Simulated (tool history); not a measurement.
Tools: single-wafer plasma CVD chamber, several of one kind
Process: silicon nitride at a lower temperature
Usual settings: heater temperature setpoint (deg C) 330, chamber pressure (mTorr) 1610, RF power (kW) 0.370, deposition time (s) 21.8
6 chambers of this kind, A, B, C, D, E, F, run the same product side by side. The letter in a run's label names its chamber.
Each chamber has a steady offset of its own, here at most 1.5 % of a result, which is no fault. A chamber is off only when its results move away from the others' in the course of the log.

run	hour	heater temperature setpoint (deg C)	chamber pressure (mTorr)	RF power (kW)	deposition time (s)	read-back reference wafer on the same gauge, thickness_nm	mean film thickness on the monitor wafer (nm)
1E	3.9	330	1610	0.370	21.8	24.501	29.758
2B	6.4	330	1610	0.370	21.8	24.487	29.522
3D	9.6	330	1610	0.370	21.8	24.493	29.872
4A	12.5	330	1610	0.370	21.8	24.495	29.865
5F	14.8	330	1610	0.370	21.8	24.502	29.333
6C	17.8	330	1610	0.370	21.8	24.505	29.522
7C	20.7	336	1610	0.320	21.8	24.510	26.839
8A	25.1	336	1610	0.320	21.8	24.487	27.078
9B	27.4	336	1610	0.320	21.8	24.494	26.901
10D	30.0	336	1610	0.320	21.8	24.494	27.180
11E	32.1	336	1610	0.320	21.8	24.504	26.899
12F	34.3	336	1610	0.320	21.8	24.501	26.817
13D	38.3	330	1610	0.370	21.8	24.498	30.066
14B	42.6	330	1610	0.370	21.8	24.511	29.588
15E	46.5	330	1610	0.370	21.8	24.498	29.407
# hour 46.8: chamber A: capacitance manometer re-zeroed and calibrated
16A	48.6	330	1610	0.370	21.8	24.507	30.433
17C	50.7	330	1610	0.370	21.8	24.484	29.567
18F	54.3	330	1610	0.370	21.8	24.509	29.553
19C	58.1	330	1610	0.370	21.8	24.502	29.342
20D	60.4	330	1610	0.370	21.8	24.507	29.970
21F	62.7	330	1610	0.370	21.8	24.508	29.388
22B	66.1	330	1970	0.370	21.8	24.515	31.287
23A	70.7	330	1970	0.370	21.8	24.503	31.996
24E	72.8	330	1970	0.370	21.8	24.512	31.122
25E	76.5	330	1970	0.370	21.8	24.472	31.022
26D	79.9	330	1970	0.370	21.8	24.487	31.745
27C	84.1	330	1970	0.370	21.8	24.499	31.121
28B	88.4	330	1610	0.370	21.8	24.505	29.652
29F	90.7	330	1610	0.370	21.8	24.526	29.340
30A	93.3	330	1610	0.370	21.8	24.496	30.457
31F	97.5	330	1610	0.370	21.8	24.521	29.337
# hour 100.1: chamber D: RF generator calibrated
32D	101.8	330	1610	0.370	21.8	24.502	29.900
33C	103.9	330	1610	0.370	21.8	24.491	29.406
34E	106.7	330	1610	0.370	21.8	24.485	29.463
35A	109.1	330	1610	0.370	21.8	24.499	30.249
36B	113.4	330	1610	0.370	21.8	24.506	29.593

What goes on in this fleet: one chamber off, a drifting gauge, or nothing beyond the chambers' own small offsets? Name the chamber and the cause, if any.

A service left chamber A off against the others.
Cause: true pressure above the setpoint (%) = 7.31.

Here are 4 candidates for chamber A's next run, each the usual settings with a change, their results left as question marks. Which one brings its results back in line with what the others give on the usual settings?
In line means no further than this from the other chambers' mean on the usual settings: mean film thickness on the monitor wafer (nm) 0.320
37A-1	116.6	330	1630	0.370	22.3		?
37A-2	116.6	330	1550	0.350	21.8		?
37A-3	116.6	330	1610	0.370	21.2		?
37A-4	116.6	330	1630	0.375	22.5		?

The other chambers' mean on the usual settings: mean film thickness on the monitor wafer (nm) 29.565
run	mean film thickness on the monitor wafer (nm)
37A-1	31.145
37A-2	28.953
37A-3	29.512
37A-4	31.702
37A-3 brings the chamber back in line.
